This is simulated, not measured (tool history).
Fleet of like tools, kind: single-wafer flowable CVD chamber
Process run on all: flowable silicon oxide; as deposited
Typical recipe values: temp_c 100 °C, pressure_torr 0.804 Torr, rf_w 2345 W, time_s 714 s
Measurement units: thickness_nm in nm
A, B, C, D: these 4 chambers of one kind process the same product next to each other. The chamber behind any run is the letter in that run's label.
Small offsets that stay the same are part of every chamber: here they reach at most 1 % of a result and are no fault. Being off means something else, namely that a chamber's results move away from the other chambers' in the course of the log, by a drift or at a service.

run	day	temp_c	pressure_torr	rf_w	time_s	read-back reference wafer on the same gauge, thickness_nm	thickness_nm
1B	0.4	100	0.804	2345	714	517.3	451.45
2A	0.829	100	0.804	2345	714	517.28	452.02
3C	1.275	100	0.804	2345	714	516.79	452.05
4D	1.542	100	0.804	2345	714	516.61	449.35
5C	1.833	100	0.804	2785	714	516.64	457.25
6B	2.108	100	0.804	2785	714	517.06	462.92
7D	2.362	100	0.804	2785	714	516.86	461.72
8A	2.862	100	0.804	2785	714	516.89	463.51
9C	3.321	100	0.804	2345	714	516.74	450.55
10A	3.825	100	0.804	2345	714	517.63	451.92
11B	4.162	100	0.804	2345	714	517.1	453.38
12D	4.475	100	0.804	2345	714	516.76	447.22
13B	4.996	100	0.804	2345	714	516.53	450.69
14C	5.35	100	0.804	2345	714	516.97	449.77
15D	5.85	100	0.804	2345	714	517.23	448.9
16A	6.288	100	0.804	2345	714	516.92	452.96
17C	6.792	100	0.804	2345	714	517.57	452.4
18A	7.267	100	0.804	2345	714	516.61	453.3
19D	7.792	111	0.804	2135	714	516.35	309.85
20B	8.254	111	0.804	2135	714	516.89	308.61
21A	8.542	111	0.804	2135	714	517.12	311.05
# day 8.758: chamber A: capacitance manometer re-zeroed and calibrated
22D	8.838	111	0.804	2135	714	517.31	307.65
23B	9.25	100	0.804	2345	714	516.98	448.91
24C	9.775	100	0.804	2345	714	516.93	448.5
25C	10.017	100	0.804	2345	714	517.24	452.4
# day 10.542: chamber C: RF generator calibrated
26D	10.546	100	0.804	2345	714	516.88	449.93
27B	10.812	100	0.804	2345	714	516.85	447.71
28A	11.238	100	0.804	2345	714	516.75	453.03
29A	11.488	100	0.804	2345	714	516.65	452.01
30B	11.979	100	0.804	2345	714	517.23	453.32
31C	12.354	100	0.804	2345	714	517.3	453.21
32D	12.762	100	0.804	2030	582	516.99	356.72
33B	13.108	100	0.804	2030	582	516.86	357.93

What goes on in this fleet: one chamber off, a drifting gauge, or nothing beyond the chambers' own small offsets? Name the chamber and the cause, if any.

All chambers stay in line apart from their small fixed offsets, and the gauge does not drift.

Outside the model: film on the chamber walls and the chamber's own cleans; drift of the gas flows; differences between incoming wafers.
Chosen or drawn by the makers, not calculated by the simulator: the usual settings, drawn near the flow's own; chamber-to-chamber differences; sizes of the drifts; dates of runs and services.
